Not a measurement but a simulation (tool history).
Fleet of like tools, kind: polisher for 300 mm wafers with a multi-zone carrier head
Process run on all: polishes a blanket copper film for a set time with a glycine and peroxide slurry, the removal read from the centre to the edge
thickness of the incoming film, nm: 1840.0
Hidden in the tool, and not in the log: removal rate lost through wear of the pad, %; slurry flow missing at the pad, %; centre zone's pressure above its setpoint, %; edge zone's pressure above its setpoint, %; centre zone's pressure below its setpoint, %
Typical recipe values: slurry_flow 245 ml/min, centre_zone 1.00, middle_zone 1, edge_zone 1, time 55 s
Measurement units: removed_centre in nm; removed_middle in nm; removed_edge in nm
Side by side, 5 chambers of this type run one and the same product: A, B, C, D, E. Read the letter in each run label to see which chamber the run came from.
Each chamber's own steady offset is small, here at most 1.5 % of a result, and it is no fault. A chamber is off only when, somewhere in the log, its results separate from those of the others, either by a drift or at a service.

run,hour,slurry_flow,centre_zone,middle_zone,edge_zone,time,wafers polished on this pad,hours since the slurry nozzle was cleaned,hours since the centre zone pressure was calibrated,hours since the edge zone pressure was calibrated,removed_centre,removed_middle,removed_edge
# hour 12.6: chamber C: centre zone pressure recalibrated
1C,13.2,245,1.00,1,1,55,360,83.5,0.7,884.7,228.78,225.59,228.43
2B,23.5,245,1.00,1,1,55,542,174.5,74.8,924.9,226.45,226.01,222.87
# hour 26.0: chamber B: worn pad replaced by a new one
# hour 26.7: chamber D: worn pad replaced by a new one
3A,34.3,245,1.00,1,1,55,457,242.5,361.0,121.7,227.36,223.48,233.26
4E,46.4,245,1.00,1,1,55,514,824.6,329.8,135.2,228.51,229.50,236.70
# hour 49.3: chamber C: worn pad replaced by a new one
# hour 55.2: chamber A: worn pad replaced by a new one
5D,57.4,245,1.00,1,1,55,255,70.3,154.5,437.1,229.79,230.37,224.87
6C,69.1,245,1.00,1,1,55,165,139.4,56.6,940.6,226.08,222.49,222.41
7B,77.9,245,1.00,1,1,55,433,228.9,129.2,979.3,230.29,222.78,230.97
8D,86.0,320,0.93,1,1,55,494,98.9,183.1,465.7,215.22,234.86,231.53
# hour 90.9: chamber D: worn pad replaced by a new one
9A,95.4,320,0.93,1,1,55,335,303.6,422.1,182.8,213.44,228.91,232.42
10E,102.2,320,0.93,1,1,55,979,880.4,385.6,191.0,216.34,233.38,238.25
# hour 107.6: chamber A: centre zone pressure recalibrated
# hour 109.3: chamber B: worn pad replaced by a new one
# hour 113.2: chamber E: slurry nozzle cleaned
11D,114.8,320,0.93,1,1,55,199,127.7,211.9,494.5,221.85,232.03,231.30
# hour 122.0: chamber E: worn pad replaced by a new one
12A,124.6,320,0.93,1,1,55,578,332.8,17.0,212.0,216.75,234.70,238.02
# hour 133.7: chamber C: worn pad replaced by a new one
13E,136.0,245,1.00,1,1,36,116,22.9,419.4,224.8,150.20,151.99,154.01
# hour 138.9: chamber B: edge zone pressure recalibrated
# hour 143.0: chamber A: worn pad replaced by a new one
14B,143.3,245,1.00,1,1,36,283,294.3,194.6,4.4,150.87,145.21,152.88
15C,154.1,245,1.00,1,1,36,170,224.4,141.6,1025.6,148.41,148.26,149.04
# hour 163.6: chamber D: worn pad replaced by a new one
16A,167.1,245,1.00,1,1,36,201,375.3,59.5,254.5,150.52,151.08,150.04
17E,178.8,245,1.00,1,1,36,473,65.7,462.2,267.6,148.35,148.09,152.42
# hour 180.1: chamber B: worn pad replaced by a new one
18D,186.2,245,1.00,1,1,55,189,199.1,283.3,565.9,230.11,229.76,226.31
19B,195.6,245,0.90,1,1,66,129,346.6,246.9,56.7,245.29,270.11,269.89
20C,202.9,245,0.90,1,1,66,577,273.2,190.4,1074.4,241.19,270.80,269.83
21B,212.5,245,0.90,1,1,66,270,363.5,263.8,73.6,246.89,275.61,268.18
22E,221.0,245,0.90,1,1,66,825,107.9,504.4,309.8,245.10,267.17,276.66
# hour 221.5: chamber E: centre zone pressure recalibrated
# hour 222.4: chamber A: edge zone pressure recalibrated
# hour 228.3: chamber C: worn pad replaced by a new one
23D,228.5,245,0.90,1,1,66,541,241.4,325.6,608.2,243.36,268.34,265.14
# hour 230.9: chamber D: worn pad replaced by a new one
# hour 232.7: chamber A: worn pad replaced by a new one
24A,235.8,245,1.00,1,1,55,26,444.0,128.2,13.4,227.15,224.23,223.80
# hour 246.0: chamber B: worn pad replaced by a new one
25C,249.2,245,1.00,1,1,55,174,319.5,236.7,1120.7,227.70,228.19,223.81
26A,261.6,245,1.00,1,1,55,241,469.8,154.0,39.2,230.87,226.68,225.61
# hour 269.5: chamber E: worn pad replaced by a new one
27D,272.1,245,1.00,1,1,55,343,285.0,369.2,651.8,224.91,228.37,219.94
28C,278.4,245,1.00,1,1,55,418,348.7,265.9,1149.9,228.63,228.54,231.43
29B,289.7,245,1.00,1,1,55,364,440.7,341.0,150.8,226.25,223.30,225.55
# hour 301.2: chamber D: worn pad replaced by a new one
30E,301.6,245,1.00,1,1,55,267,188.5,80.2,390.4,227.68,230.08,230.59
31C,310.6,245,1.08,1,1,55,686,380.9,298.1,1182.1,248.19,226.06,224.31
# hour 314.8: chamber B: worn pad replaced by a new one
# hour 315.0: chamber C: worn pad replaced by a new one
# hour 319.8: chamber A: worn pad replaced by a new one
32E,321.5,245,1.08,1,1,55,433,208.4,100.1,410.3,247.92,229.75,231.80
# hour 328.7: chamber B: slurry nozzle cleaned
33B,329.9,245,1.08,1,1,55,126,1.2,381.2,191.0,244.89,224.61,227.74
34A,336.1,245,1.08,1,1,55,136,544.3,228.5,113.7,247.53,229.59,228.33
35D,350.5,245,1.08,1,1,55,411,363.4,447.6,730.2,245.63,224.60,225.29
36C,363.9,245,1.00,1,1,55,407,434.2,351.4,1235.4,228.25,225.21,229.71

Is one chamber off against the others, does the gauge drift, or is nothing wrong? If a chamber is off, say which, and what the likeliest cause is.

No chamber stands off beyond its own small offset, and the gauge holds steady.
